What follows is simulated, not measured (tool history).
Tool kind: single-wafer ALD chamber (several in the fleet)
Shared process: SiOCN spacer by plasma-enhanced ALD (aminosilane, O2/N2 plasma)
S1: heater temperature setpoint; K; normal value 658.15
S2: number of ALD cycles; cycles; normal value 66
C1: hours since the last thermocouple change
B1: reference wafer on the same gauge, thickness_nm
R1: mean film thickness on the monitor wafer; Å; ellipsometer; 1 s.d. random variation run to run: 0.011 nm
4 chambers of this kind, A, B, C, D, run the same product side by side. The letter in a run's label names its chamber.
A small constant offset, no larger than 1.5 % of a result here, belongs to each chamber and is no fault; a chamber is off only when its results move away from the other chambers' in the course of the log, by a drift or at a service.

Run 1A, day 0.142: usual settings; C1 1514.1; B1 3.9930. Result: R1 40.057 Å.
Run 2D, day 0.267: usual settings; C1 743.9; B1 3.9910. Result: R1 39.469 Å.
Run 3C, day 0.475: usual settings; C1 1567.1; B1 3.9888. Result: R1 40.037 Å.
Run 4B, day 0.600: usual settings; C1 1696.1; B1 3.9910. Result: R1 40.232 Å.
Run 5D, day 0.775: usual settings; C1 756.1; B1 3.9874. Result: R1 39.544 Å.
Run 6C, day 0.925: usual settings; C1 1577.9; B1 3.9911. Result: R1 39.913 Å.
Run 7B, day 1.092: usual settings; C1 1707.9; B1 3.9887. Result: R1 40.497 Å.
Run 8A, day 1.254: usual settings; C1 1540.8; B1 3.9914. Result: R1 40.017 Å.
Run 9D, day 1.375: usual settings; C1 770.5; B1 3.9914. Result: R1 39.577 Å.
Run 10B, day 1.467: usual settings but S1 668.15 K, S2 74 cycles; C1 1716.9; B1 3.9916. Result: R1 45.058 Å.
Run 11C, day 1.612: usual settings but S1 668.15 K, S2 74 cycles; C1 1594.4; B1 3.9892. Result: R1 44.842 Å.
Run 12A, day 1.758: usual settings but S1 668.15 K, S2 74 cycles; C1 1552.9; B1 3.9900. Result: R1 44.903 Å.
Run 13D, day 1.883: usual settings but S1 668.15 K, S2 74 cycles; C1 782.7; B1 3.9923. Result: R1 44.255 Å.
Run 14C, day 1.996: usual settings; C1 1603.6; B1 3.9894. Result: R1 40.035 Å.
Run 15B, day 2.096: usual settings; C1 1732.0; B1 3.9902. Result: R1 40.204 Å.
Run 16A, day 2.262: usual settings but S2 57 cycles; C1 1565.0; B1 3.9921. Result: R1 34.546 Å.
Run 17B, day 2.371: usual settings but S2 57 cycles; C1 1738.6; B1 3.9905. Result: R1 34.762 Å.
Run 18A, day 2.488: usual settings but S2 57 cycles; C1 1570.4; B1 3.9877. Result: R1 34.537 Å.
Run 19C, day 2.646: usual settings but S2 57 cycles; C1 1619.2; B1 3.9900. Result: R1 34.627 Å.
Run 20D, day 2.796: usual settings; C1 804.6; B1 3.9888. Result: R1 39.566 Å.
Run 21C, day 3.000: usual settings; C1 1627.7; B1 3.9900. Result: R1 39.986 Å.
Run 22D, day 3.167: usual settings; C1 813.5; B1 3.9894. Result: R1 39.591 Å.
Run 23B, day 3.304: usual settings; C1 1761.0; B1 3.9882. Result: R1 40.266 Å.
Run 24A, day 3.462: usual settings; C1 1593.8; B1 3.9886. Result: R1 40.182 Å.
Run 25A, day 3.629: usual settings but S1 648.15 K; C1 1597.8; B1 3.9893. Result: R1 40.041 Å.
Run 26D, day 3.821: usual settings but S1 648.15 K; C1 829.2; B1 3.9899. Result: R1 39.611 Å.
Run 27C, day 3.992: usual settings but S1 648.15 K; C1 1651.5; B1 3.9910. Result: R1 39.850 Å.
Run 28B, day 4.092: usual settings but S1 648.15 K; C1 1779.9; B1 3.9927. Result: R1 40.105 Å.
Run 29D, day 4.275: usual settings; C1 840.1; B1 3.9890. Result: R1 39.491 Å.
Run 30B, day 4.475: usual settings; C1 1789.1; B1 3.9902. Result: R1 40.228 Å.
Run 31C, day 4.642: usual settings; C1 1667.1; B1 3.9901. Result: R1 40.093 Å.
Run 32A, day 4.746: usual settings but S1 644.15 K, S2 74 cycles; C1 1624.6; B1 3.9916. Result: R1 44.916 Å.
Run 33D, day 4.871: usual settings but S1 644.15 K, S2 74 cycles; C1 854.4; B1 3.9908. Result: R1 44.460 Å.

Does one chamber stand apart from the rest, does the shared gauge drift, or is all well apart from small per-chamber offsets? Give the chamber and the most likely cause, where there is one.

Beyond each chamber's small constant offset nothing stands out, and the gauge stays steady.
